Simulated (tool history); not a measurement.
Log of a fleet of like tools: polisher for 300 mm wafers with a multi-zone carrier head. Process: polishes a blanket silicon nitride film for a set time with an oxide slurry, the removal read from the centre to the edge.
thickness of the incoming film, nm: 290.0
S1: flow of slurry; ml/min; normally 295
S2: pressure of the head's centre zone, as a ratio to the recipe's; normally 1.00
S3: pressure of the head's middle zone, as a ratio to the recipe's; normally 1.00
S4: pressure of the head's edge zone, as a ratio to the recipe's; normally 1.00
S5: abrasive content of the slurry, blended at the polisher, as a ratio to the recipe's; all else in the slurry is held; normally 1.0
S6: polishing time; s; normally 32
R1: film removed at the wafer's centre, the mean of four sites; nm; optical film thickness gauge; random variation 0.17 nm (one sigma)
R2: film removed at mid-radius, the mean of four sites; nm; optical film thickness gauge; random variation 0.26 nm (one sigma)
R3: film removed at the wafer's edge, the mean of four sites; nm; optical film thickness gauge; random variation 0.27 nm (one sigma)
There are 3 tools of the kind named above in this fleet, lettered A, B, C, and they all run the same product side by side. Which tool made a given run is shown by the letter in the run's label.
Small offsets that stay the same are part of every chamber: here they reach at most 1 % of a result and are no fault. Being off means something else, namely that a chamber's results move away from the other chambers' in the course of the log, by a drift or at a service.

{"hour": 6.0, "done": "chamber A: worn pad replaced by a new one"}
{"run": "1A", "hour": 12.3, "S1": 295, "S2": 1.0, "S3": 1.0, "S4": 1.0, "S5": 1.0, "S6": 32, "R1": 20.925, "R2": 20.729, "R3": 20.448}
{"run": "2B", "hour": 24.3, "S1": 295, "S2": 1.0, "S3": 1.0, "S4": 1.0, "S5": 1.0, "S6": 32, "R1": 20.6, "R2": 20.646, "R3": 20.593}
{"run": "3C", "hour": 36.1, "S1": 295, "S2": 1.0, "S3": 1.0, "S4": 1.0, "S5": 1.0, "S6": 32, "R1": 20.736, "R2": 20.479, "R3": 20.25}
{"hour": 41.1, "done": "chamber A: slurry nozzle cleaned"}
{"run": "4B", "hour": 46.4, "S1": 295, "S2": 1.0, "S3": 1.0, "S4": 1.0, "S5": 1.0, "S6": 32, "R1": 20.254, "R2": 20.634, "R3": 20.351}
{"run": "5C", "hour": 54.2, "S1": 295, "S2": 1.0, "S3": 1.0, "S4": 1.0, "S5": 1.0, "S6": 32, "R1": 20.4, "R2": 20.771, "R3": 20.634}
{"run": "6A", "hour": 66.2, "S1": 295, "S2": 1.0, "S3": 1.0, "S4": 1.0, "S5": 1.0, "S6": 32, "R1": 21.045, "R2": 20.747, "R3": 20.981}
{"run": "7C", "hour": 78.5, "S1": 295, "S2": 1.0, "S3": 1.0, "S4": 1.0, "S5": 1.0, "S6": 32, "R1": 20.775, "R2": 20.587, "R3": 20.985}
{"hour": 86.6, "done": "chamber A: worn pad replaced by a new one"}
{"run": "8A", "hour": 88.5, "S1": 295, "S2": 1.0, "S3": 1.0, "S4": 1.0, "S5": 1.0, "S6": 32, "R1": 21.017, "R2": 20.614, "R3": 20.654}
{"run": "9B", "hour": 99.8, "S1": 295, "S2": 1.0, "S3": 0.93, "S4": 1.0, "S5": 1.0, "S6": 23, "R1": 14.797, "R2": 13.951, "R3": 15.008}
{"hour": 114.6, "done": "chamber B: edge zone pressure recalibrated"}
{"run": "10A", "hour": 114.9, "S1": 295, "S2": 1.0, "S3": 0.93, "S4": 1.0, "S5": 1.0, "S6": 23, "R1": 14.859, "R2": 14.065, "R3": 14.719}
{"hour": 121.3, "done": "chamber A: centre zone pressure recalibrated"}
{"hour": 122.5, "done": "chamber B: centre zone pressure recalibrated"}
{"run": "11C", "hour": 122.7, "S1": 295, "S2": 1.0, "S3": 0.93, "S4": 1.0, "S5": 1.0, "S6": 23, "R1": 14.333, "R2": 13.379, "R3": 14.785}
{"hour": 136.0, "done": "chamber C: slurry nozzle cleaned"}
{"run": "12B", "hour": 137.6, "S1": 295, "S2": 1.0, "S3": 1.0, "S4": 1.0, "S5": 1.0, "S6": 32, "R1": 20.532, "R2": 20.867, "R3": 21.263}
{"run": "13C", "hour": 149.2, "S1": 295, "S2": 1.0, "S3": 1.0, "S4": 1.0, "S5": 1.0, "S6": 32, "R1": 19.843, "R2": 19.57, "R3": 20.377}
{"run": "14B", "hour": 159.9, "S1": 295, "S2": 1.0, "S3": 1.0, "S4": 0.91, "S5": 1.1, "S6": 32, "R1": 21.52, "R2": 21.646, "R3": 20.229}
{"hour": 161.2, "done": "chamber B: worn pad replaced by a new one"}
{"run": "15A", "hour": 174.4, "S1": 295, "S2": 1.0, "S3": 1.0, "S4": 0.91, "S5": 1.1, "S6": 32, "R1": 21.412, "R2": 21.938, "R3": 20.909}
{"hour": 181.9, "done": "chamber A: worn pad replaced by a new one"}
{"run": "16C", "hour": 190.9, "S1": 295, "S2": 1.0, "S3": 1.0, "S4": 0.91, "S5": 1.1, "S6": 32, "R1": 20.212, "R2": 20.371, "R3": 19.663}
{"run": "17A", "hour": 198.8, "S1": 295, "S2": 1.0, "S3": 1.0, "S4": 1.0, "S5": 1.0, "S6": 32, "R1": 20.59, "R2": 20.861, "R3": 20.751}
{"hour": 207.6, "done": "chamber C: edge zone pressure recalibrated"}
{"run": "18B", "hour": 209.7, "S1": 295, "S2": 1.0, "S3": 1.0, "S4": 1.06, "S5": 1.0, "S6": 32, "R1": 20.555, "R2": 20.717, "R3": 21.291}
{"run": "19A", "hour": 223.3, "S1": 295, "S2": 1.0, "S3": 1.0, "S4": 1.06, "S5": 1.0, "S6": 32, "R1": 20.629, "R2": 20.69, "R3": 21.582}
{"run": "20B", "hour": 231.4, "S1": 295, "S2": 1.0, "S3": 1.0, "S4": 1.06, "S5": 1.0, "S6": 32, "R1": 20.631, "R2": 20.697, "R3": 21.299}
{"run": "21C", "hour": 243.1, "S1": 295, "S2": 1.0, "S3": 1.0, "S4": 1.0, "S5": 1.0, "S6": 32, "R1": 19.042, "R2": 18.718, "R3": 19.27}
{"hour": 254.0, "done": "chamber B: slurry nozzle cleaned"}
{"run": "22A", "hour": 257.2, "S1": 295, "S2": 1.05, "S3": 1.0, "S4": 1.0, "S5": 1.0, "S6": 32, "R1": 21.881, "R2": 20.79, "R3": 20.533}
{"run": "23B", "hour": 269.2, "S1": 295, "S2": 1.05, "S3": 1.0, "S4": 1.0, "S5": 1.0, "S6": 32, "R1": 21.842, "R2": 20.663, "R3": 20.661}
{"run": "24C", "hour": 276.5, "S1": 295, "S2": 1.05, "S3": 1.0, "S4": 1.0, "S5": 1.0, "S6": 32, "R1": 19.499, "R2": 18.405, "R3": 18.172}

Predict what each chamber gives when all 3 of them run the settings below next.
{"run": "25A", "hour": 288.4, "S1": 295, "S2": 1.0, "S3": 1.0, "S4": 1.0, "S5": 1.0, "S6": 41, "R1": "?", "R2": "?", "R3": "?"}
{"run": "25B", "hour": 288.4, "S1": 295, "S2": 1.0, "S3": 1.0, "S4": 1.0, "S5": 1.0, "S6": 41, "R1": "?", "R2": "?", "R3": "?"}
{"run": "25C", "hour": 288.4, "S1": 295, "S2": 1.0, "S3": 1.0, "S4": 1.0, "S5": 1.0, "S6": 41, "R1": "?", "R2": "?", "R3": "?"}

run=25A R1=26.715 R2=26.387 R3=26.577
run=25B R1=26.634 R2=26.742 R3=26.301
run=25C R1=23.493 R2=23.292 R3=23.058
